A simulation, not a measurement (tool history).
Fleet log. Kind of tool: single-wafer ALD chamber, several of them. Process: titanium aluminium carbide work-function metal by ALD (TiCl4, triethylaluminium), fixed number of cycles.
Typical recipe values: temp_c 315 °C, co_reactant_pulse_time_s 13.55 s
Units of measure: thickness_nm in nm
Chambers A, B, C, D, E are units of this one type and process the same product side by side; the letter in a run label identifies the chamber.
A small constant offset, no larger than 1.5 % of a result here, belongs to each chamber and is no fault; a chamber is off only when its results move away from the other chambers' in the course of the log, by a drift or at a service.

run	hour	temp_c	co_reactant_pulse_time_s	hours since the last thermocouple change	hours since the last triethylaluminium bottle change	read-back reference wafer on the same gauge, thickness_nm	thickness_nm
1E	13.1	315	13.55	1585.4	684.1	2.3499	2.2105
2D	21.2	315	13.55	1179.0	321.7	2.3494	2.1768
# hour 24.7: chamber C: triethylaluminium bottle replaced
3A	29.0	315	13.55	1538.8	302.2	2.3497	2.1954
4C	39.7	315	13.55	1739.9	15.1	2.3497	2.1774
5B	53.4	315	13.55	1679.4	500.9	2.3492	2.1871
6C	67.9	315	13.55	1768.1	43.3	2.3484	2.1748
7E	78.1	315	13.55	1650.4	749.1	2.3476	2.2078
8A	92.0	315	13.55	1601.8	365.2	2.3481	2.1964
9D	103.6	304	11.87	1261.4	404.1	2.3479	2.0611
10B	110.4	304	11.87	1736.4	557.9	2.3478	2.0703
11E	122.6	304	11.87	1694.9	793.6	2.3475	2.0917
12C	136.3	304	11.87	1836.5	111.7	2.3470	2.0550
13D	147.3	304	11.87	1305.1	447.8	2.3467	2.0630
14B	158.1	315	13.55	1784.1	605.6	2.3469	2.1785
15A	172.2	315	13.55	1682.0	445.4	2.3466	2.1964
# hour 178.7: chamber B: thermocouple changed; heater temperature recalibrated
16C	180.5	315	16.27	1880.7	155.9	2.3461	2.1871
17A	187.2	315	16.27	1697.0	460.4	2.3458	2.2035
18B	198.0	315	16.27	19.3	645.5	2.3464	2.1926
19E	210.4	315	16.27	1782.7	881.4	2.3452	2.2183
20D	219.9	315	16.27	1377.7	520.4	2.3455	2.1816
21A	227.7	315	13.55	1737.5	500.9	2.3456	2.1975
22E	237.2	329	10.39	1809.5	908.2	2.3452	2.2856
23B	247.3	329	10.39	68.6	694.8	2.3446	2.2664
# hour 251.7: chamber A: thermocouple changed; heater temperature recalibrated
24D	254.8	329	10.39	1412.6	555.3	2.3445	2.2478
25C	263.0	329	10.39	1963.2	238.4	2.3439	2.2573
26A	272.0	329	10.39	20.3	545.2	2.3447	2.2694
27E	279.4	315	13.55	1851.7	950.4	2.3437	2.2017
28B	293.9	315	13.55	115.2	741.4	2.3434	2.1823
29D	303.0	315	13.55	1460.8	603.5	2.3435	2.1712
30C	314.1	315	13.55	2014.3	289.5	2.3436	2.1663
# hour 322.8: chamber A: triethylaluminium bottle replaced
31A	324.3	315	13.55	72.6	1.5	2.3432	2.1915
32C	333.1	310	16.64	2033.3	308.5	2.3431	2.1354
33B	343.6	310	16.64	164.9	791.1	2.3433	2.1541
34D	357.0	310	16.64	1514.8	657.5	2.3427	2.1375
35E	370.2	310	16.64	1942.5	1041.2	2.3424	2.1687
36B	379.5	310	16.64	200.8	827.0	2.3426	2.1491
37C	387.6	315	13.55	2087.8	363.0	2.3420	2.1697
38D	399.9	315	13.55	1557.7	700.4	2.3417	2.1642
39E	407.2	315	13.55	1979.5	1078.2	2.3410	2.2016
40A	418.0	315	13.55	166.3	95.2	2.3409	2.1905
41E	432.7	308	13.55	2005.0	1103.7	2.3410	2.1379
42C	440.7	308	13.55	2140.9	416.1	2.3415	2.1076
43A	454.9	308	13.55	203.2	132.1	2.3399	2.1285

Next, all 5 chambers run the settings below, one line each with question marks for the results. What does each chamber give?
44A	465.4	315	10.95				?
44B	465.4	315	10.95				?
44C	465.4	315	10.95				?
44D	465.4	315	10.95				?
44E	465.4	315	10.95				?

run	thickness_nm
44A	2.1625
44B	2.1472
44C	2.1361
44D	2.1297
44E	2.1627
